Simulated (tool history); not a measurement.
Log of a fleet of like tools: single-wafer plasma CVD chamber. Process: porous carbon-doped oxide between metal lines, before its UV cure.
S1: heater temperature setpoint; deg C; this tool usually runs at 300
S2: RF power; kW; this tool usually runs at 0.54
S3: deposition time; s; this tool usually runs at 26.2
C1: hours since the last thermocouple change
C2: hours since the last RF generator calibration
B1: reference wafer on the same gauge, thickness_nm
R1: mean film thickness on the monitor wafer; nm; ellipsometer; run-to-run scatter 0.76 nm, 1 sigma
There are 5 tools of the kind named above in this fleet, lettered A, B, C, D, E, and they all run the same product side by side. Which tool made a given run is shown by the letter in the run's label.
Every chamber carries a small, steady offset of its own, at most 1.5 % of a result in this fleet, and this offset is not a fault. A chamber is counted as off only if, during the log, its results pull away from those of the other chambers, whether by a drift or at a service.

run,hour,S1,S2,S3,C1,C2,B1,R1
1A,9.3,300,0.54,26.2,1070.1,232.2,175.93,149.96
2D,19,300,0.54,26.2,672.5,784.7,176.14,147.69
3E,30.5,300,0.54,26.2,1675.7,847.1,176.21,152.89
# hour 34.2: chamber D: RF generator calibrated
4B,40.2,300,0.54,26.2,871.8,1012.8,176.14,150.62
5C,52.6,300,0.54,26.2,2950.8,1455.7,176.02,147.7
6E,63.8,300,0.54,26.2,1709,880.4,175.76,151.43
7A,71.9,300,0.54,26.2,1132.7,294.8,175.92,148.69
8D,84.2,300,0.54,26.2,737.7,50.1,176.06,148.4
9C,96.1,300,0.54,26.2,2994.3,1499.2,175.92,147.08
10B,104.3,300,0.54,26.2,935.9,1076.9,175.99,149.31
11D,114.1,300,0.54,26.2,767.6,80,175.93,149.53
12C,124.9,300,0.54,26.2,3023.1,1528,176.01,146.4
13E,133.3,300,0.54,26.2,1778.5,949.9,176.06,153
14A,140.3,300,0.54,26.2,1201.1,363.2,175.89,147.84
15B,149.9,300,0.54,26.2,981.5,1122.5,176.1,151.1
16D,158,300,0.54,26.2,811.5,123.9,176.25,149.3
17B,169.6,300,0.54,26.2,1001.2,1142.2,175.76,149.28
18E,175.4,300,0.54,26.2,1820.6,992,175.91,152.16
19A,182,300,0.54,26.2,1242.8,404.9,176.18,148.58
20C,188.9,300,0.54,26.2,3087.1,1592,175.88,147.13
21C,194.3,300,0.54,26.2,3092.5,1597.4,175.88,148.09
# hour 195.8: chamber C: RF generator calibrated
22B,204.3,300,0.54,26.2,1035.9,1176.9,176.14,149.29
23D,213.8,300,0.54,26.2,867.3,179.7,175.97,148.57
24A,224,300,0.54,26.2,1284.8,446.9,176.02,148.14
25E,233.1,300,0.54,26.2,1878.3,1049.7,176.15,151.64
26A,242,300,0.54,26.2,1302.8,464.9,175.79,148.18
27C,252.9,300,0.54,26.2,3151.1,57.1,176.29,147.14
28D,261.5,300,0.54,26.2,915,227.4,176.13,148.19
29E,271.2,300,0.54,26.2,1916.4,1087.8,175.95,152.57
30B,283.4,300,0.54,26.2,1115,1256,176.08,146.46
31B,290.7,300,0.54,24.1,1122.3,1263.3,176.2,133.82
32A,297.4,300,0.54,24.1,1358.2,520.3,175.79,136.22
33D,307.6,300,0.54,24.1,961.1,273.5,176.01,137.02
34E,314.5,300,0.54,24.1,1959.7,1131.1,175.94,140.49
35C,320.2,300,0.54,24.1,3218.4,124.4,175.81,136.14
36A,331.7,300,0.54,26.2,1392.5,554.6,175.89,149.36
37C,338.8,300,0.54,26.2,3237,143,176.04,148.21
38B,348,300,0.48,23.9,1179.6,1320.6,175.9,121.74
39E,353.8,300,0.48,23.9,1999,1170.4,176.06,129.37
40D,361.2,300,0.48,23.9,1014.7,327.1,175.86,125.93
41E,367.8,300,0.48,23.9,2013,1184.4,176.21,127.37
42B,375.1,300,0.48,23.9,1206.7,1347.7,176.04,121.27
# hour 375.8: chamber C: thermocouple changed; heater temperature recalibrated
43C,386.9,300,0.54,28.3,11.2,191.1,176.11,160.5

Next, every chamber runs the same settings. What will each give?
44A,395.9,300,0.47,26.2,,,,?
44B,395.9,300,0.47,26.2,,,,?
44C,395.9,300,0.47,26.2,,,,?
44D,395.9,300,0.47,26.2,,,,?
44E,395.9,300,0.47,26.2,,,,?

run,R1
44A,135.58
44B,130.62
44C,133.12
44D,135.92
44E,138.44
